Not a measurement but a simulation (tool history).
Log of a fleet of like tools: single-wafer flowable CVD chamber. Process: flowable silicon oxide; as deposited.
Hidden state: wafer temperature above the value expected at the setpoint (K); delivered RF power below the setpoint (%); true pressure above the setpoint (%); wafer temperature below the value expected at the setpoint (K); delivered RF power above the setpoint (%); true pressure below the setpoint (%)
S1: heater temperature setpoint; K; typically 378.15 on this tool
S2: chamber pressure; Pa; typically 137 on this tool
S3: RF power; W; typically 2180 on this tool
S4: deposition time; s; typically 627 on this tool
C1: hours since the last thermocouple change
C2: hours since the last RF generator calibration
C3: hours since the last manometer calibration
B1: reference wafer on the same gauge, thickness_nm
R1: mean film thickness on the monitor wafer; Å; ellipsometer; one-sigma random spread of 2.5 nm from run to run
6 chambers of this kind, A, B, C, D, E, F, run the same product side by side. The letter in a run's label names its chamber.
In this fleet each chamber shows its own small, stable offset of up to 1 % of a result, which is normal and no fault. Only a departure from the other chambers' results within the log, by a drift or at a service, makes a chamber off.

{"run": "1A", "hour": 9.4, "S1": 378.15, "S2": 137, "S3": 2180, "S4": 627, "C1": 2014.6, "C2": 736.5, "C3": 39.9, "B1": 466.68, "R1": 4530.3}
{"run": "2E", "hour": 15.6, "S1": 378.15, "S2": 137, "S3": 2180, "S4": 627, "C1": 828.6, "C2": 671.9, "C3": 653.8, "B1": 466.85, "R1": 4475.4}
{"run": "3C", "hour": 25.1, "S1": 378.15, "S2": 137, "S3": 2180, "S4": 627, "C1": 1685.7, "C2": 1887.7, "C3": 969.5, "B1": 466.56, "R1": 4489.2}
{"run": "4B", "hour": 33.7, "S1": 378.15, "S2": 137, "S3": 2180, "S4": 627, "C1": 885.5, "C2": 1561.6, "C3": 1352.5, "B1": 466.82, "R1": 4521.3}
{"run": "5F", "hour": 40.1, "S1": 378.15, "S2": 137, "S3": 2180, "S4": 627, "C1": 684.0, "C2": 1479.0, "C3": 185.6, "B1": 466.91, "R1": 4569.0}
{"run": "6D", "hour": 45.5, "S1": 378.15, "S2": 137, "S3": 2180, "S4": 627, "C1": 515.3, "C2": 418.4, "C3": 741.6, "B1": 467.71, "R1": 4511.3}
{"run": "7A", "hour": 55.5, "S1": 378.15, "S2": 137, "S3": 2180, "S4": 627, "C1": 2060.7, "C2": 782.6, "C3": 86.0, "B1": 467.23, "R1": 4508.6}
{"run": "8E", "hour": 64.4, "S1": 378.15, "S2": 137, "S3": 2180, "S4": 627, "C1": 877.4, "C2": 720.7, "C3": 702.6, "B1": 466.43, "R1": 4478.2}
{"run": "9D", "hour": 70.3, "S1": 378.15, "S2": 163, "S3": 2180, "S4": 627, "C1": 540.1, "C2": 443.2, "C3": 766.4, "B1": 467.09, "R1": 5427.5}
{"run": "10B", "hour": 80.2, "S1": 378.15, "S2": 163, "S3": 2180, "S4": 627, "C1": 932.0, "C2": 1608.1, "C3": 1399.0, "B1": 467.61, "R1": 5480.4}
{"run": "11F", "hour": 86.6, "S1": 378.15, "S2": 163, "S3": 2180, "S4": 627, "C1": 730.5, "C2": 1525.5, "C3": 232.1, "B1": 467.5, "R1": 5445.8}
{"run": "12C", "hour": 94.7, "S1": 378.15, "S2": 163, "S3": 2180, "S4": 627, "C1": 1755.3, "C2": 1957.3, "C3": 1039.1, "B1": 467.26, "R1": 5415.4}
{"run": "13E", "hour": 104.4, "S1": 378.15, "S2": 163, "S3": 2180, "S4": 627, "C1": 917.4, "C2": 760.7, "C3": 742.6, "B1": 466.4, "R1": 5425.9}
{"run": "14A", "hour": 109.5, "S1": 378.15, "S2": 163, "S3": 2180, "S4": 627, "C1": 2114.7, "C2": 836.6, "C3": 140.0, "B1": 466.95, "R1": 5457.3}
{"run": "15D", "hour": 115.5, "S1": 378.15, "S2": 137, "S3": 2180, "S4": 627, "C1": 585.3, "C2": 488.4, "C3": 811.6, "B1": 467.09, "R1": 4439.7}
{"hour": 116.5, "done": "chamber A: thermocouple changed; heater temperature recalibrated"}
{"run": "16F", "hour": 124.3, "S1": 378.15, "S2": 137, "S3": 2180, "S4": 627, "C1": 768.2, "C2": 1563.2, "C3": 269.8, "B1": 466.0, "R1": 4544.4}
{"run": "17B", "hour": 129.8, "S1": 388.15, "S2": 137, "S3": 2180, "S4": 627, "C1": 981.6, "C2": 1657.7, "C3": 1448.6, "B1": 467.05, "R1": 3272.2}
{"run": "18C", "hour": 134.7, "S1": 388.15, "S2": 137, "S3": 2180, "S4": 627, "C1": 1795.3, "C2": 1997.3, "C3": 1079.1, "B1": 466.81, "R1": 3239.1}
{"run": "19E", "hour": 139.4, "S1": 388.15, "S2": 137, "S3": 2180, "S4": 627, "C1": 952.4, "C2": 795.7, "C3": 777.6, "B1": 467.25, "R1": 3237.6}
{"hour": 142.3, "done": "chamber C: RF generator calibrated"}
{"run": "20F", "hour": 148.3, "S1": 388.15, "S2": 137, "S3": 2180, "S4": 627, "C1": 792.2, "C2": 1587.2, "C3": 293.8, "B1": 466.48, "R1": 3327.0}
{"run": "21D", "hour": 156.8, "S1": 388.15, "S2": 137, "S3": 2180, "S4": 627, "C1": 626.6, "C2": 529.7, "C3": 852.9, "B1": 466.59, "R1": 3249.6}
{"run": "22C", "hour": 163.2, "S1": 388.15, "S2": 137, "S3": 2180, "S4": 627, "C1": 1823.8, "C2": 21.0, "C3": 1107.6, "B1": 467.81, "R1": 3266.0}
{"hour": 165.4, "done": "chamber B: capacitance manometer re-zeroed and calibrated"}
{"run": "23B", "hour": 170.7, "S1": 378.15, "S2": 137, "S3": 2180, "S4": 627, "C1": 1022.5, "C2": 1698.6, "C3": 5.4, "B1": 466.96, "R1": 4529.9}
{"run": "24A", "hour": 179.4, "S1": 378.15, "S2": 137, "S3": 2180, "S4": 627, "C1": 63.0, "C2": 906.5, "C3": 209.9, "B1": 467.39, "R1": 4281.1}
{"run": "25A", "hour": 184.5, "S1": 378.15, "S2": 137, "S3": 2180, "S4": 627, "C1": 68.1, "C2": 911.6, "C3": 215.0, "B1": 466.49, "R1": 4238.7}
{"run": "26F", "hour": 190.6, "S1": 372.15, "S2": 137, "S3": 1825, "S4": 627, "C1": 834.5, "C2": 1629.5, "C3": 336.1, "B1": 467.0, "R1": 5319.9}
{"run": "27C", "hour": 199.8, "S1": 372.15, "S2": 137, "S3": 1825, "S4": 627, "C1": 1860.4, "C2": 57.6, "C3": 1144.2, "B1": 467.88, "R1": 5239.2}
{"run": "28B", "hour": 205.4, "S1": 372.15, "S2": 137, "S3": 1825, "S4": 627, "C1": 1057.2, "C2": 1733.3, "C3": 40.1, "B1": 466.83, "R1": 5318.5}
{"run": "29D", "hour": 215.2, "S1": 372.15, "S2": 137, "S3": 1825, "S4": 627, "C1": 685.0, "C2": 588.1, "C3": 911.3, "B1": 467.32, "R1": 5280.1}
{"run": "30E", "hour": 223.4, "S1": 372.15, "S2": 137, "S3": 1825, "S4": 627, "C1": 1036.4, "C2": 879.7, "C3": 861.6, "B1": 467.47, "R1": 5297.6}
{"run": "31C", "hour": 230.1, "S1": 372.15, "S2": 137, "S3": 1825, "S4": 627, "C1": 1890.7, "C2": 87.9, "C3": 1174.5, "B1": 467.12, "R1": 5261.6}
{"hour": 235.3, "done": "chamber A: RF generator calibrated"}
{"run": "32D", "hour": 237.1, "S1": 378.15, "S2": 137, "S3": 2180, "S4": 627, "C1": 706.9, "C2": 610.0, "C3": 933.2, "B1": 466.74, "R1": 4453.2}
{"run": "33A", "hour": 241.7, "S1": 378.15, "S2": 137, "S3": 2395, "S4": 566, "C1": 125.3, "C2": 6.4, "C3": 272.2, "B1": 467.18, "R1": 3874.7}
{"run": "34F", "hour": 251.0, "S1": 378.15, "S2": 137, "S3": 2395, "S4": 566, "C1": 894.9, "C2": 1689.9, "C3": 396.5, "B1": 467.72, "R1": 4185.0}
{"run": "35E", "hour": 260.4, "S1": 378.15, "S2": 137, "S3": 2395, "S4": 566, "C1": 1073.4, "C2": 916.7, "C3": 898.6, "B1": 466.61, "R1": 4133.9}
{"run": "36B", "hour": 267.8, "S1": 378.15, "S2": 137, "S3": 2395, "S4": 566, "C1": 1119.6, "C2": 1795.7, "C3": 102.5, "B1": 466.08, "R1": 4160.6}
{"run": "37F", "hour": 272.8, "S1": 378.15, "S2": 137, "S3": 2395, "S4": 566, "C1": 916.7, "C2": 1711.7, "C3": 418.3, "B1": 467.37, "R1": 4189.9}
{"run": "38D", "hour": 280.2, "S1": 378.15, "S2": 137, "S3": 2395, "S4": 566, "C1": 750.0, "C2": 653.1, "C3": 976.3, "B1": 467.91, "R1": 4093.7}
{"run": "39C", "hour": 289.9, "S1": 378.15, "S2": 137, "S3": 2180, "S4": 627, "C1": 1950.5, "C2": 147.7, "C3": 1234.3, "B1": 466.73, "R1": 4487.2}
{"run": "40A", "hour": 297.7, "S1": 378.15, "S2": 137, "S3": 2180, "S4": 627, "C1": 181.3, "C2": 62.4, "C3": 328.2, "B1": 467.18, "R1": 4192.2}
{"run": "41B", "hour": 303.4, "S1": 378.15, "S2": 137, "S3": 2180, "S4": 627, "C1": 1155.2, "C2": 1831.3, "C3": 138.1, "B1": 467.03, "R1": 4522.2}
{"run": "42E", "hour": 308.8, "S1": 386.15, "S2": 121, "S3": 2180, "S4": 627, "C1": 1121.8, "C2": 965.1, "C3": 947.0, "B1": 466.65, "R1": 2981.7}
{"run": "43D", "hour": 316.0, "S1": 386.15, "S2": 121, "S3": 2180, "S4": 627, "C1": 785.8, "C2": 688.9, "C3": 1012.1, "B1": 467.05, "R1": 3015.2}

All chambers now run identical settings, listed one chamber a line with results as question marks. What results will each chamber show?
{"run": "44A", "hour": 323.3, "S1": 378.15, "S2": 153, "S3": 2180, "S4": 627, "R1": "?"}
{"run": "44B", "hour": 323.3, "S1": 378.15, "S2": 153, "S3": 2180, "S4": 627, "R1": "?"}
{"run": "44C", "hour": 323.3, "S1": 378.15, "S2": 153, "S3": 2180, "S4": 627, "R1": "?"}
{"run": "44D", "hour": 323.3, "S1": 378.15, "S2": 153, "S3": 2180, "S4": 627, "R1": "?"}
{"run": "44E", "hour": 323.3, "S1": 378.15, "S2": 153, "S3": 2180, "S4": 627, "R1": "?"}
{"run": "44F", "hour": 323.3, "S1": 378.15, "S2": 153, "S3": 2180, "S4": 627, "R1": "?"}

run=44A R1=4740.1
run=44B R1=5144.5
run=44C R1=5030.4
run=44D R1=5099.5
run=44E R1=5120.7
run=44F R1=5147.0
